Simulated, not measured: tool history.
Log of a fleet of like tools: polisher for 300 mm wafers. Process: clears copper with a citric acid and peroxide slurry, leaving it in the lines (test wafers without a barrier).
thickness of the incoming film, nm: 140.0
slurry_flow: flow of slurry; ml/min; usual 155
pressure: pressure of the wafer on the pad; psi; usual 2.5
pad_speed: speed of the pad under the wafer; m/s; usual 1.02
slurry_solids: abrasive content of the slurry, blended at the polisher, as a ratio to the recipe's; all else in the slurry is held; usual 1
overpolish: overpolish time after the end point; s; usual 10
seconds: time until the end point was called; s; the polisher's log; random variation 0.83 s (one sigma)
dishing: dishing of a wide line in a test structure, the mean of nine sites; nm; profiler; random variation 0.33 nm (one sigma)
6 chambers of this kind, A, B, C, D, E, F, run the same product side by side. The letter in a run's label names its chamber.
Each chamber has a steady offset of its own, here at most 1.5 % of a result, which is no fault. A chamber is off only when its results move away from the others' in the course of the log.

-- hour=4.3 chamber C: worn pad replaced by a new one
run 1B hour=4.9 | slurry_flow=155 pressure=2.5 pad_speed=1.02 slurry_solids=1 overpolish=10 | seconds=69.663 dishing=14.758
run 2E hour=8.2 | slurry_flow=155 pressure=2.5 pad_speed=1.02 slurry_solids=1 overpolish=10 | seconds=68.686 dishing=14.387
-- hour=12.5 chamber F: worn pad replaced by a new one
run 3D hour=13.5 | slurry_flow=155 pressure=2.5 pad_speed=1.02 slurry_solids=1 overpolish=10 | seconds=67.939 dishing=15.121
-- hour=16.4 chamber B: slurry blender recalibrated
-- hour=17.9 chamber A: worn pad replaced by a new one
run 4A hour=20 | slurry_flow=155 pressure=2.5 pad_speed=1.02 slurry_solids=1 overpolish=10 | seconds=70.086 dishing=14.266
-- hour=20.3 chamber D: worn pad replaced by a new one
run 5C hour=27.3 | slurry_flow=155 pressure=2.5 pad_speed=1.02 slurry_solids=1 overpolish=10 | seconds=70.05 dishing=14.467
-- hour=28.4 chamber B: worn pad replaced by a new one
-- hour=31.4 chamber E: worn pad replaced by a new one
run 6F hour=33.4 | slurry_flow=155 pressure=2.5 pad_speed=1.02 slurry_solids=1 overpolish=10 | seconds=69.565 dishing=14.994
run 7D hour=38.5 | slurry_flow=155 pressure=2.5 pad_speed=1.02 slurry_solids=1 overpolish=10 | seconds=69.193 dishing=15.098
run 8C hour=42.7 | slurry_flow=155 pressure=2.5 pad_speed=1.02 slurry_solids=1 overpolish=10 | seconds=68.239 dishing=14.978
run 9E hour=48 | slurry_flow=155 pressure=2.2 pad_speed=1.02 slurry_solids=1 overpolish=10 | seconds=78.215 dishing=12.693
run 10F hour=52.4 | slurry_flow=155 pressure=2.2 pad_speed=1.02 slurry_solids=1 overpolish=10 | seconds=79.557 dishing=13.51
-- hour=55.1 chamber D: slurry blender recalibrated
-- hour=58.2 chamber C: worn pad replaced by a new one
run 11B hour=58.7 | slurry_flow=155 pressure=2.2 pad_speed=1.02 slurry_solids=1 overpolish=10 | seconds=76.331 dishing=13.221
run 12A hour=62.3 | slurry_flow=155 pressure=2.2 pad_speed=1.02 slurry_solids=1 overpolish=10 | seconds=77.858 dishing=12.864
run 13A hour=68.2 | slurry_flow=155 pressure=2.2 pad_speed=1.02 slurry_solids=1 overpolish=10 | seconds=78.873 dishing=13.373
run 14F hour=72.2 | slurry_flow=155 pressure=2.2 pad_speed=1.02 slurry_solids=1 overpolish=10 | seconds=79.275 dishing=13.026
run 15D hour=78.6 | slurry_flow=130 pressure=2.5 pad_speed=1.02 slurry_solids=1 overpolish=16 | seconds=70.978 dishing=21.594
-- hour=78.9 chamber F: worn pad replaced by a new one
-- hour=81.1 chamber C: slurry blender recalibrated
run 16E hour=83.6 | slurry_flow=130 pressure=2.5 pad_speed=1.02 slurry_solids=1 overpolish=16 | seconds=72.424 dishing=22.027
-- hour=84 chamber D: head pressure recalibrated
-- hour=86.4 chamber B: worn pad replaced by a new one
run 17B hour=88.9 | slurry_flow=130 pressure=2.5 pad_speed=1.02 slurry_solids=1 overpolish=16 | seconds=70.484 dishing=22.301
run 18C hour=92.7 | slurry_flow=130 pressure=2.5 pad_speed=1.02 slurry_solids=1 overpolish=16 | seconds=71.263 dishing=22.094
run 19E hour=97.7 | slurry_flow=130 pressure=2.5 pad_speed=1.02 slurry_solids=1 overpolish=16 | seconds=72.109 dishing=21.643
-- hour=100.7 chamber F: slurry nozzle cleaned
run 20C hour=103.7 | slurry_flow=130 pressure=2.5 pad_speed=1.02 slurry_solids=1 overpolish=16 | seconds=71.869 dishing=22.349
-- hour=104 chamber A: worn pad replaced by a new one
-- hour=107.5 chamber C: worn pad replaced by a new one
run 21D hour=107.7 | slurry_flow=155 pressure=2.5 pad_speed=1.02 slurry_solids=1 overpolish=13 | seconds=68.658 dishing=19.162
-- hour=107.8 chamber A: slurry blender recalibrated
run 22F hour=114.6 | slurry_flow=155 pressure=2.5 pad_speed=1.02 slurry_solids=1 overpolish=13 | seconds=70.044 dishing=18.882
run 23B hour=119.3 | slurry_flow=155 pressure=2.5 pad_speed=1.02 slurry_solids=1 overpolish=13 | seconds=68.838 dishing=18.934
-- hour=123.7 chamber D: worn pad replaced by a new one
run 24A hour=124 | slurry_flow=155 pressure=2.5 pad_speed=1.02 slurry_solids=1 overpolish=13 | seconds=71.608 dishing=18.31
run 25E hour=129.2 | slurry_flow=155 pressure=2.5 pad_speed=1.02 slurry_solids=1 overpolish=13 | seconds=67.839 dishing=17.971
-- hour=131.7 chamber D: slurry nozzle cleaned
run 26D hour=133.4 | slurry_flow=155 pressure=2.5 pad_speed=1.02 slurry_solids=1 overpolish=13 | seconds=69.33 dishing=17.995
-- hour=133.8 chamber F: worn pad replaced by a new one
run 27F hour=139.2 | slurry_flow=155 pressure=2.5 pad_speed=1.02 slurry_solids=1 overpolish=10 | seconds=70.958 dishing=15.125
run 28B hour=142.8 | slurry_flow=155 pressure=2.5 pad_speed=1.02 slurry_solids=1 overpolish=10 | seconds=68.217 dishing=15.086
-- hour=145.8 chamber E: slurry nozzle cleaned
-- hour=146.7 chamber B: worn pad replaced by a new one
-- hour=147.4 chamber B: slurry blender recalibrated
run 29C hour=148.8 | slurry_flow=155 pressure=2.5 pad_speed=1.02 slurry_solids=1 overpolish=10 | seconds=70.369 dishing=14.717
-- hour=150.9 chamber F: slurry blender recalibrated
-- hour=153.1 chamber E: worn pad replaced by a new one
run 30A hour=153.7 | slurry_flow=155 pressure=2.5 pad_speed=1.02 slurry_solids=1 overpolish=10 | seconds=72.07 dishing=13.846
run 31A hour=157.4 | slurry_flow=155 pressure=2.5 pad_speed=1.02 slurry_solids=1 overpolish=10 | seconds=73.031 dishing=13.78
run 32C hour=161.6 | slurry_flow=155 pressure=2.5 pad_speed=1.02 slurry_solids=1 overpolish=10 | seconds=68.845 dishing=14.457
-- hour=164.6 chamber D: slurry blender recalibrated
run 33B hour=166.3 | slurry_flow=155 pressure=2.5 pad_speed=1.02 slurry_solids=1 overpolish=10 | seconds=68.871 dishing=14.523
-- hour=169.7 chamber C: worn pad replaced by a new one
run 34D hour=172.7 | slurry_flow=155 pressure=2.5 pad_speed=1.02 slurry_solids=1 overpolish=10 | seconds=68.394 dishing=15.153
run 35F hour=178.8 | slurry_flow=155 pressure=2.5 pad_speed=1.02 slurry_solids=1 overpolish=10 | seconds=68.94 dishing=14.881
-- hour=182 chamber A: worn pad replaced by a new one
-- hour=184.8 chamber C: slurry blender recalibrated
run 36E hour=184.8 | slurry_flow=155 pressure=2.5 pad_speed=1.02 slurry_solids=1 overpolish=10 | seconds=69.139 dishing=14.479
run 37C hour=188.1 | slurry_flow=155 pressure=2.5 pad_speed=1.02 slurry_solids=1 overpolish=10 | seconds=67.728 dishing=15.403
run 38B hour=194 | slurry_flow=155 pressure=2.5 pad_speed=1.02 slurry_solids=1 overpolish=10 | seconds=68.466 dishing=14.615
run 39A hour=199.2 | slurry_flow=155 pressure=2.5 pad_speed=1.02 slurry_solids=1 overpolish=10 | seconds=74.411 dishing=13.542
run 40D hour=206.1 | slurry_flow=155 pressure=2.5 pad_speed=1.02 slurry_solids=1 overpolish=10 | seconds=67.274 dishing=15.497

Is one chamber off against the others, does the gauge drift, or is nothing wrong? If a chamber is off, say which, and what the likeliest cause is.

Chamber A drifts away from the others.
Cause: slurry flow missing at the pad, % = 38.5.
The log may not tell that from: head's pressure below its setpoint, %.

Here are 4 candidates for chamber A's next run, each the usual settings with a change, their results left as question marks. Which one brings its results back in line with what the others give on the usual settings?
In line means no further than this from the other chambers' mean on the usual settings: seconds 2.9 s; dishing 1.2 nm
run 41A-1 hour=211.4 | slurry_flow=155 pressure=2.6 pad_speed=1.08 slurry_solids=1 overpolish=10 | seconds=? dishing=?
run 41A-2 hour=211.4 | slurry_flow=155 pressure=2.4 pad_speed=0.96 slurry_solids=1 overpolish=10 | seconds=? dishing=?
run 41A-3 hour=211.4 | slurry_flow=155 pressure=2.5 pad_speed=1 slurry_solids=1 overpolish=10 | seconds=? dishing=?
run 41A-4 hour=211.4 | slurry_flow=155 pressure=2.5 pad_speed=1.04 slurry_solids=1 overpolish=10 | seconds=? dishing=?

The other chambers' mean on the usual settings: seconds 69.123 s; dishing 14.746 nm
run=41A-1 seconds=69.074 dishing=14.46
run=41A-2 seconds=83.923 dishing=12.083
run=41A-3 seconds=77.454 dishing=13.017
run=41A-4 seconds=74.514 dishing=13.486
41A-1 brings the chamber back in line.
